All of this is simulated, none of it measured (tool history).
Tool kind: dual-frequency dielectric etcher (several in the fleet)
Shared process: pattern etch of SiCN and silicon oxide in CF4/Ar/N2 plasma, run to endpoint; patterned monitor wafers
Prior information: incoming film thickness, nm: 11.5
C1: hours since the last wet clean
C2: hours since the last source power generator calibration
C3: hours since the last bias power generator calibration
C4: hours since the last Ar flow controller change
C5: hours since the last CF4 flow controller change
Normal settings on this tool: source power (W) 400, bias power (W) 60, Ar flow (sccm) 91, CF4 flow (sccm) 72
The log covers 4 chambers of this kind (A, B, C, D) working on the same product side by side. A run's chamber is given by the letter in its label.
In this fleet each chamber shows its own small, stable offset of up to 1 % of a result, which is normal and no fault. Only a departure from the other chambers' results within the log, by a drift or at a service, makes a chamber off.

run 1A hour=12.7 | source_power_(W)=400 bias_power_(W)=60 Ar_flow_(sccm)=91 CF4_flow_(sccm)=72 | C1=373.2 C2=1571.5 C3=1452.6 C4=755.5 C5=2161.1 | endpoint_time_(s)=15.548
run 2D hour=26.8 | source_power_(W)=400 bias_power_(W)=60 Ar_flow_(sccm)=91 CF4_flow_(sccm)=72 | C1=380.6 C2=1149.3 C3=4015.6 C4=430.5 C5=2366.2 | endpoint_time_(s)=15.441
run 3C hour=33.1 | source_power_(W)=400 bias_power_(W)=60 Ar_flow_(sccm)=91 CF4_flow_(sccm)=72 | C1=320.3 C2=204.9 C3=299.7 C4=4718.4 C5=378.8 | endpoint_time_(s)=15.537
run 4B hour=46.1 | source_power_(W)=400 bias_power_(W)=60 Ar_flow_(sccm)=91 CF4_flow_(sccm)=72 | C1=244.3 C2=522.3 C3=536.6 C4=1252.6 C5=1997.9 | endpoint_time_(s)=15.601
run 5A hour=55.1 | source_power_(W)=400 bias_power_(W)=60 Ar_flow_(sccm)=91 CF4_flow_(sccm)=72 | C1=415.6 C2=1613.9 C3=1495.0 C4=797.9 C5=2203.5 | endpoint_time_(s)=15.583
run 6B hour=68.9 | source_power_(W)=400 bias_power_(W)=71 Ar_flow_(sccm)=103 CF4_flow_(sccm)=72 | C1=267.1 C2=545.1 C3=559.4 C4=1275.4 C5=2020.7 | endpoint_time_(s)=14.915
run 7C hour=78.4 | source_power_(W)=400 bias_power_(W)=71 Ar_flow_(sccm)=103 CF4_flow_(sccm)=72 | C1=365.6 C2=250.2 C3=345.0 C4=4763.7 C5=424.1 | endpoint_time_(s)=14.994
-- hour=85.8 chamber D: bias power generator calibrated
run 8D hour=86.2 | source_power_(W)=400 bias_power_(W)=71 Ar_flow_(sccm)=103 CF4_flow_(sccm)=72 | C1=440.0 C2=1208.7 C3=0.5 C4=489.9 C5=2425.6 | endpoint_time_(s)=14.968
-- hour=86.4 chamber A: wet clean of the chamber
run 9B hour=93.5 | source_power_(W)=400 bias_power_(W)=71 Ar_flow_(sccm)=103 CF4_flow_(sccm)=72 | C1=291.7 C2=569.7 C3=584.0 C4=1300.0 C5=2045.3 | endpoint_time_(s)=15.028
run 10C hour=106.8 | source_power_(W)=400 bias_power_(W)=60 Ar_flow_(sccm)=91 CF4_flow_(sccm)=72 | C1=394.0 C2=278.6 C3=373.4 C4=4792.1 C5=452.5 | endpoint_time_(s)=15.421
run 11D hour=115.0 | source_power_(W)=400 bias_power_(W)=60 Ar_flow_(sccm)=91 CF4_flow_(sccm)=72 | C1=468.8 C2=1237.5 C3=29.3 C4=518.7 C5=2454.4 | endpoint_time_(s)=15.355
run 12A hour=122.0 | source_power_(W)=400 bias_power_(W)=60 Ar_flow_(sccm)=91 CF4_flow_(sccm)=72 | C1=35.6 C2=1680.8 C3=1561.9 C4=864.8 C5=2270.4 | endpoint_time_(s)=15.467
run 13A hour=129.3 | source_power_(W)=400 bias_power_(W)=60 Ar_flow_(sccm)=91 CF4_flow_(sccm)=72 | C1=42.9 C2=1688.1 C3=1569.2 C4=872.1 C5=2277.7 | endpoint_time_(s)=15.601
run 14C hour=142.5 | source_power_(W)=400 bias_power_(W)=60 Ar_flow_(sccm)=91 CF4_flow_(sccm)=72 | C1=429.7 C2=314.3 C3=409.1 C4=4827.8 C5=488.2 | endpoint_time_(s)=15.503
run 15D hour=155.2 | source_power_(W)=400 bias_power_(W)=60 Ar_flow_(sccm)=91 CF4_flow_(sccm)=72 | C1=509.0 C2=1277.7 C3=69.5 C4=558.9 C5=2494.6 | endpoint_time_(s)=15.370
-- hour=164.1 chamber A: bias power generator calibrated
run 16B hour=164.7 | source_power_(W)=400 bias_power_(W)=60 Ar_flow_(sccm)=91 CF4_flow_(sccm)=72 | C1=362.9 C2=640.9 C3=655.2 C4=1371.2 C5=2116.5 | endpoint_time_(s)=15.537
run 17C hour=172.5 | source_power_(W)=400 bias_power_(W)=60 Ar_flow_(sccm)=91 CF4_flow_(sccm)=72 | C1=459.7 C2=344.3 C3=439.1 C4=4857.8 C5=518.2 | endpoint_time_(s)=15.534
-- hour=177.5 chamber C: wet clean of the chamber
run 18B hour=184.5 | source_power_(W)=400 bias_power_(W)=60 Ar_flow_(sccm)=91 CF4_flow_(sccm)=72 | C1=382.7 C2=660.7 C3=675.0 C4=1391.0 C5=2136.3 | endpoint_time_(s)=15.562
run 19A hour=196.7 | source_power_(W)=400 bias_power_(W)=60 Ar_flow_(sccm)=91 CF4_flow_(sccm)=72 | C1=110.3 C2=1755.5 C3=32.6 C4=939.5 C5=2345.1 | endpoint_time_(s)=15.603
run 20D hour=210.1 | source_power_(W)=400 bias_power_(W)=60 Ar_flow_(sccm)=91 CF4_flow_(sccm)=72 | C1=563.9 C2=1332.6 C3=124.4 C4=613.8 C5=2549.5 | endpoint_time_(s)=15.465
run 21A hour=216.3 | source_power_(W)=400 bias_power_(W)=60 Ar_flow_(sccm)=91 CF4_flow_(sccm)=72 | C1=129.9 C2=1775.1 C3=52.2 C4=959.1 C5=2364.7 | endpoint_time_(s)=15.529
run 22C hour=228.9 | source_power_(W)=400 bias_power_(W)=60 Ar_flow_(sccm)=91 CF4_flow_(sccm)=72 | C1=51.4 C2=400.7 C3=495.5 C4=4914.2 C5=574.6 | endpoint_time_(s)=15.649
-- hour=230.2 chamber D: wet clean of the chamber
run 23B hour=235.4 | source_power_(W)=400 bias_power_(W)=60 Ar_flow_(sccm)=91 CF4_flow_(sccm)=72 | C1=433.6 C2=711.6 C3=725.9 C4=1441.9 C5=2187.2 | endpoint_time_(s)=15.471
run 24D hour=246.4 | source_power_(W)=400 bias_power_(W)=60 Ar_flow_(sccm)=91 CF4_flow_(sccm)=72 | C1=16.3 C2=1368.9 C3=160.7 C4=650.1 C5=2585.8 | endpoint_time_(s)=15.909
run 25B hour=259.1 | source_power_(W)=400 bias_power_(W)=60 Ar_flow_(sccm)=91 CF4_flow_(sccm)=72 | C1=457.3 C2=735.3 C3=749.6 C4=1465.6 C5=2210.9 | endpoint_time_(s)=15.622
run 26C hour=266.4 | source_power_(W)=400 bias_power_(W)=60 Ar_flow_(sccm)=91 CF4_flow_(sccm)=87 | C1=88.9 C2=438.2 C3=533.0 C4=4951.7 C5=612.1 | endpoint_time_(s)=15.080
run 27D hour=275.4 | source_power_(W)=400 bias_power_(W)=60 Ar_flow_(sccm)=91 CF4_flow_(sccm)=87 | C1=45.3 C2=1397.9 C3=189.7 C4=679.1 C5=2614.8 | endpoint_time_(s)=15.565
run 28A hour=283.6 | source_power_(W)=400 bias_power_(W)=60 Ar_flow_(sccm)=91 CF4_flow_(sccm)=87 | C1=197.2 C2=1842.4 C3=119.5 C4=1026.4 C5=2432.0 | endpoint_time_(s)=15.067
run 29C hour=296.3 | source_power_(W)=400 bias_power_(W)=60 Ar_flow_(sccm)=91 CF4_flow_(sccm)=87 | C1=118.8 C2=468.1 C3=562.9 C4=4981.6 C5=642.0 | endpoint_time_(s)=15.263
run 30B hour=304.1 | source_power_(W)=400 bias_power_(W)=51 Ar_flow_(sccm)=71 CF4_flow_(sccm)=72 | C1=502.3 C2=780.3 C3=794.6 C4=1510.6 C5=2255.9 | endpoint_time_(s)=15.618
run 31A hour=312.4 | source_power_(W)=400 bias_power_(W)=51 Ar_flow_(sccm)=71 CF4_flow_(sccm)=72 | C1=226.0 C2=1871.2 C3=148.3 C4=1055.2 C5=2460.8 | endpoint_time_(s)=15.814
run 32D hour=320.7 | source_power_(W)=400 bias_power_(W)=51 Ar_flow_(sccm)=71 CF4_flow_(sccm)=72 | C1=90.6 C2=1443.2 C3=235.0 C4=724.4 C5=2660.1 | endpoint_time_(s)=16.210
run 33B hour=329.4 | source_power_(W)=400 bias_power_(W)=51 Ar_flow_(sccm)=71 CF4_flow_(sccm)=72 | C1=527.6 C2=805.6 C3=819.9 C4=1535.9 C5=2281.2 | endpoint_time_(s)=15.806
run 34C hour=342.2 | source_power_(W)=400 bias_power_(W)=60 Ar_flow_(sccm)=91 CF4_flow_(sccm)=72 | C1=164.7 C2=514.0 C3=608.8 C4=5027.5 C5=687.9 | endpoint_time_(s)=15.634
run 35A hour=351.5 | source_power_(W)=400 bias_power_(W)=60 Ar_flow_(sccm)=91 CF4_flow_(sccm)=72 | C1=265.1 C2=1910.3 C3=187.4 C4=1094.3 C5=2499.9 | endpoint_time_(s)=15.483
-- hour=362.9 chamber C: Ar flow controller replaced
run 36D hour=365.7 | source_power_(W)=400 bias_power_(W)=60 Ar_flow_(sccm)=91 CF4_flow_(sccm)=72 | C1=135.6 C2=1488.2 C3=280.0 C4=769.4 C5=2705.1 | endpoint_time_(s)=16.093
run 37D hour=376.6 | source_power_(W)=400 bias_power_(W)=60 Ar_flow_(sccm)=91 CF4_flow_(sccm)=72 | C1=146.5 C2=1499.1 C3=290.9 C4=780.3 C5=2716.0 | endpoint_time_(s)=16.083
run 38C hour=388.6 | source_power_(W)=400 bias_power_(W)=60 Ar_flow_(sccm)=91 CF4_flow_(sccm)=72 | C1=211.1 C2=560.4 C3=655.2 C4=25.8 C5=734.3 | endpoint_time_(s)=15.550
run 39A hour=397.9 | source_power_(W)=400 bias_power_(W)=60 Ar_flow_(sccm)=91 CF4_flow_(sccm)=72 | C1=311.5 C2=1956.7 C3=233.8 C4=1140.7 C5=2546.3 | endpoint_time_(s)=15.592

Is one chamber off against the others, does the gauge drift, or is nothing wrong? If a chamber is off, say which, and what the likeliest cause is.

A service left chamber D off against the others.
Likeliest cause: etch rate under this chamber's usual, % = 3.6.

Chamber D could run next with any of the 4 candidate recipes listed below; each alters the usual settings, and their results appear as question marks. Which one brings its results back in line with what the other chambers deliver on the usual settings?
Maximum distance from the other chambers' mean on the usual settings for a result to count as in line: endpoint time (s) 0.220
run 40D-1 hour=408.1 | source_power_(W)=390 bias_power_(W)=59 Ar_flow_(sccm)=91 CF4_flow_(sccm)=72 | endpoint_time_(s)=?
run 40D-2 hour=408.1 | source_power_(W)=410 bias_power_(W)=61 Ar_flow_(sccm)=91 CF4_flow_(sccm)=72 | endpoint_time_(s)=?
run 40D-3 hour=408.1 | source_power_(W)=380 bias_power_(W)=59 Ar_flow_(sccm)=92 CF4_flow_(sccm)=71 | endpoint_time_(s)=?
run 40D-4 hour=408.1 | source_power_(W)=400 bias_power_(W)=69 Ar_flow_(sccm)=84 CF4_flow_(sccm)=72 | endpoint_time_(s)=?

The mean the other chambers reach with the usual settings: endpoint time (s) 15.567
run=40D-1 endpoint_time_(s)=16.481
run=40D-2 endpoint_time_(s)=15.588
run=40D-3 endpoint_time_(s)=16.936
run=40D-4 endpoint_time_(s)=15.133
It is 40D-2 that realigns the chamber with its peers.

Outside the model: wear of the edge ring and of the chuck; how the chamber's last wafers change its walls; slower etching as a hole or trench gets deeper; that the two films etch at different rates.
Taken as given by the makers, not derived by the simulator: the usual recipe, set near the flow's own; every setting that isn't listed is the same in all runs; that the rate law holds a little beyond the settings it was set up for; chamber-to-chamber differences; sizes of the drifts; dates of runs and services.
